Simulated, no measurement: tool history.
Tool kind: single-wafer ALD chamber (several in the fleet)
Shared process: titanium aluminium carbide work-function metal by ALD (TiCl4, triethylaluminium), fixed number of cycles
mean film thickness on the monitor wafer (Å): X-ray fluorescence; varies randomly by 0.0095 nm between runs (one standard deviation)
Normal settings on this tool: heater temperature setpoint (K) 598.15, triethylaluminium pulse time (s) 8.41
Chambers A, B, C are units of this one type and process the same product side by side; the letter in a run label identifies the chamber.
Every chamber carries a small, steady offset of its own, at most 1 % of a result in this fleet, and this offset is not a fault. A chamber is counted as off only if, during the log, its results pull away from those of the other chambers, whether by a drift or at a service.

run	hour	heater temperature setpoint (K)	triethylaluminium pulse time (s)	hours since the last thermocouple change	hours since the last triethylaluminium bottle change	read-back reference wafer on the same gauge, thickness_nm	mean film thickness on the monitor wafer (Å)
1A	12.1	598.15	8.41	862.8	710	2.1528	21.85
2C	26.3	598.15	8.41	1015.9	1123.7	2.1476	21.608
3B	34.9	598.15	8.41	2506.3	246.7	2.1515	21.662
4B	48.8	598.15	8.41	2520.2	260.6	2.1517	21.721
5C	59.9	598.15	8.41	1049.5	1157.3	2.1511	21.722
6A	70.5	598.15	8.41	921.2	768.4	2.1487	21.888
7C	82.2	598.15	9.75	1071.8	1179.6	2.1504	22.325
8A	91.1	598.15	9.75	941.8	789	2.1487	22.348
9B	101.8	598.15	9.75	2573.2	313.6	2.1502	21.926
10C	111.8	598.15	10.94	1101.4	1209.2	2.1504	22.357
11B	118.6	598.15	10.94	2590	330.4	2.1516	22.228
12A	124.9	598.15	10.94	975.6	822.8	2.1515	22.5
13B	134.2	598.15	8.41	2605.6	346	2.1509	21.3
14C	141.4	598.15	8.41	1131	1238.8	2.152	21.629
# hour 144.1: chamber B: thermocouple changed; heater temperature recalibrated
15A	153.8	598.15	8.41	1004.5	851.7	2.1496	21.854
16C	165	598.15	8.41	1154.6	1262.4	2.1487	21.664
17B	173	598.15	8.41	29	384.8	2.1508	21.449
18A	179.5	605.15	5.34	1030.2	877.4	2.1499	20.014
19A	192	605.15	5.34	1042.7	889.9	2.1508	20.066
20B	198.7	605.15	5.34	54.7	410.5	2.1512	19.142
21C	210.4	598.15	8.41	1200	1307.8	2.1512	21.612
22C	222.4	587.15	6.32	1212	1319.8	2.151	19.51
23B	233.7	587.15	6.32	89.7	445.5	2.1491	18.695
24A	247.3	587.15	6.32	1098	945.2	2.1478	19.547
25C	261	598.15	8.41	1250.6	1358.4	2.1518	21.751
26B	270.9	598.15	8.41	126.9	482.7	2.1496	20.962
27A	283.8	598.15	8.41	1134.5	981.7	2.1516	21.804
28A	296.8	612.15	5.8	1147.5	994.7	2.1512	21.133

All chambers now run identical settings, listed one chamber a line with results as question marks. What results will each chamber show?
29A	307.4	589.15	8.41				?
29B	307.4	589.15	8.41				?
29C	307.4	589.15	8.41				?

run	mean film thickness on the monitor wafer (Å)
29A	21.188
29B	20.077
29C	20.88

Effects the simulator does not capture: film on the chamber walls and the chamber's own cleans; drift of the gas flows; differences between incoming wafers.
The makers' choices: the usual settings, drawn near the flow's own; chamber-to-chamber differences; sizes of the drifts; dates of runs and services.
